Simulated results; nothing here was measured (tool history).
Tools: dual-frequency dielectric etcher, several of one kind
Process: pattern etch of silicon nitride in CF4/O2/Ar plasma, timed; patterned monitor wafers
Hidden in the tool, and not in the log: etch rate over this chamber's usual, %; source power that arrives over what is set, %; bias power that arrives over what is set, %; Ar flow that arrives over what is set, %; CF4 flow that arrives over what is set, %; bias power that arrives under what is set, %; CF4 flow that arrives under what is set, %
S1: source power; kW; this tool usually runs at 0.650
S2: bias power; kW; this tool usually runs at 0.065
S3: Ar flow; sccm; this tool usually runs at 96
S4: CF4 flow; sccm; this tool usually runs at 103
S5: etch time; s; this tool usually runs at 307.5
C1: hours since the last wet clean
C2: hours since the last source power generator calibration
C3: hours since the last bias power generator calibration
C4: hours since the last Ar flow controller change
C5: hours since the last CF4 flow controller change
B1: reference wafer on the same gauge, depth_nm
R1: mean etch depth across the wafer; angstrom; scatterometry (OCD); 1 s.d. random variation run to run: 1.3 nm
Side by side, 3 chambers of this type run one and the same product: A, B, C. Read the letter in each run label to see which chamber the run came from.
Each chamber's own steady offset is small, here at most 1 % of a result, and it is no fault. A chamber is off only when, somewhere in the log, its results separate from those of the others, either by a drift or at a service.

run,hour,S1,S2,S3,S4,S5,C1,C2,C3,C4,C5,B1,R1
1A,9.1,0.650,0.065,96,103,307.5,305.6,44.2,2558.3,1487.2,1714.2,869.06,8151.5
2B,15.8,0.650,0.065,96,103,307.5,463.9,507.4,376.8,1690.3,4809.5,868.58,8252.2
3C,25.3,0.650,0.065,96,103,307.5,252.8,1422.3,497.1,2977.6,1483.7,868.09,8191.6
# hour 29.4: chamber A: wet clean of the chamber
4A,31.6,0.650,0.065,96,103,307.5,2.3,66.7,2580.8,1509.7,1736.7,868.07,8136.1
5B,39.9,0.650,0.065,96,103,307.5,488.0,531.5,400.9,1714.4,4833.6,868.01,8225.0
6C,49.4,0.650,0.065,96,103,307.5,276.9,1446.4,521.2,3001.7,1507.8,867.85,8166.1
7C,53.9,0.650,0.065,96,103,307.5,281.4,1450.9,525.7,3006.2,1512.3,867.99,8205.1
8A,62.6,0.650,0.065,96,103,307.5,33.3,97.7,2611.8,1540.7,1767.7,867.19,8146.7
9B,69.7,0.650,0.065,96,103,307.5,517.8,561.3,430.7,1744.2,4863.4,867.41,8235.2
10C,74.4,0.520,0.073,96,103,307.5,301.9,1471.4,546.2,3026.7,1532.8,867.09,7053.5
11B,84.6,0.520,0.073,96,103,307.5,532.7,576.2,445.6,1759.1,4878.3,867.12,7113.1
12A,94.5,0.520,0.073,96,103,307.5,65.2,129.6,2643.7,1572.6,1799.6,866.59,6987.1
13B,101.7,0.650,0.065,96,103,307.5,549.8,593.3,462.7,1776.2,4895.4,866.47,8224.9
# hour 106.5: chamber B: wet clean of the chamber
14C,106.7,0.650,0.065,96,103,233.5,334.2,1503.7,578.5,3059.0,1565.1,866.27,6211.1
15A,112.0,0.650,0.065,96,103,233.5,82.7,147.1,2661.2,1590.1,1817.1,866.15,6168.3
16B,121.2,0.650,0.065,96,103,233.5,14.7,612.8,482.2,1795.7,4914.9,865.92,6225.5
17A,126.4,0.650,0.065,96,103,307.5,97.1,161.5,2675.6,1604.5,1831.5,865.59,8108.0
18C,135.6,0.650,0.065,88,103,307.5,363.1,1532.6,607.4,3087.9,1594.0,865.35,8240.8
19A,141.0,0.650,0.065,88,103,307.5,111.7,176.1,2690.2,1619.1,1846.1,865.84,8195.6
20B,150.5,0.650,0.065,88,103,307.5,44.0,642.1,511.5,1825.0,4944.2,865.17,8289.5
21C,157.6,0.650,0.065,96,103,307.5,385.1,1554.6,629.4,3109.9,1616.0,865.15,8171.6
22A,162.8,0.650,0.065,96,103,307.5,133.5,197.9,2712.0,1640.9,1867.9,865.01,8109.9
23B,171.0,0.650,0.065,96,103,307.5,64.5,662.6,532.0,1845.5,4964.7,864.43,8183.7
24C,178.8,0.650,0.065,96,103,307.5,406.3,1575.8,650.6,3131.1,1637.2,864.15,8154.9
25A,188.2,0.650,0.065,96,103,307.5,158.9,223.3,2737.4,1666.3,1893.3,864.17,8130.2
26C,192.8,0.650,0.065,96,103,307.5,420.3,1589.8,664.6,3145.1,1651.2,864.45,8171.1
27B,201.1,0.650,0.065,96,103,307.5,94.6,692.7,562.1,1875.6,4994.8,863.70,8166.6
28C,210.8,0.650,0.065,96,103,307.5,438.3,1607.8,682.6,3163.1,1669.2,863.74,8151.5

Read the log: is a single chamber off, either drifting away or since a service, is the gauge that measures every chamber drifting, or is nothing wrong beyond small per-chamber offsets? Name any odd chamber and what most likely caused it.

It is the gauge, not a chamber: its drift shows up in every chamber's results at once, and no chamber is off.
What lies behind it: gauge reads low (%) = 0.638.
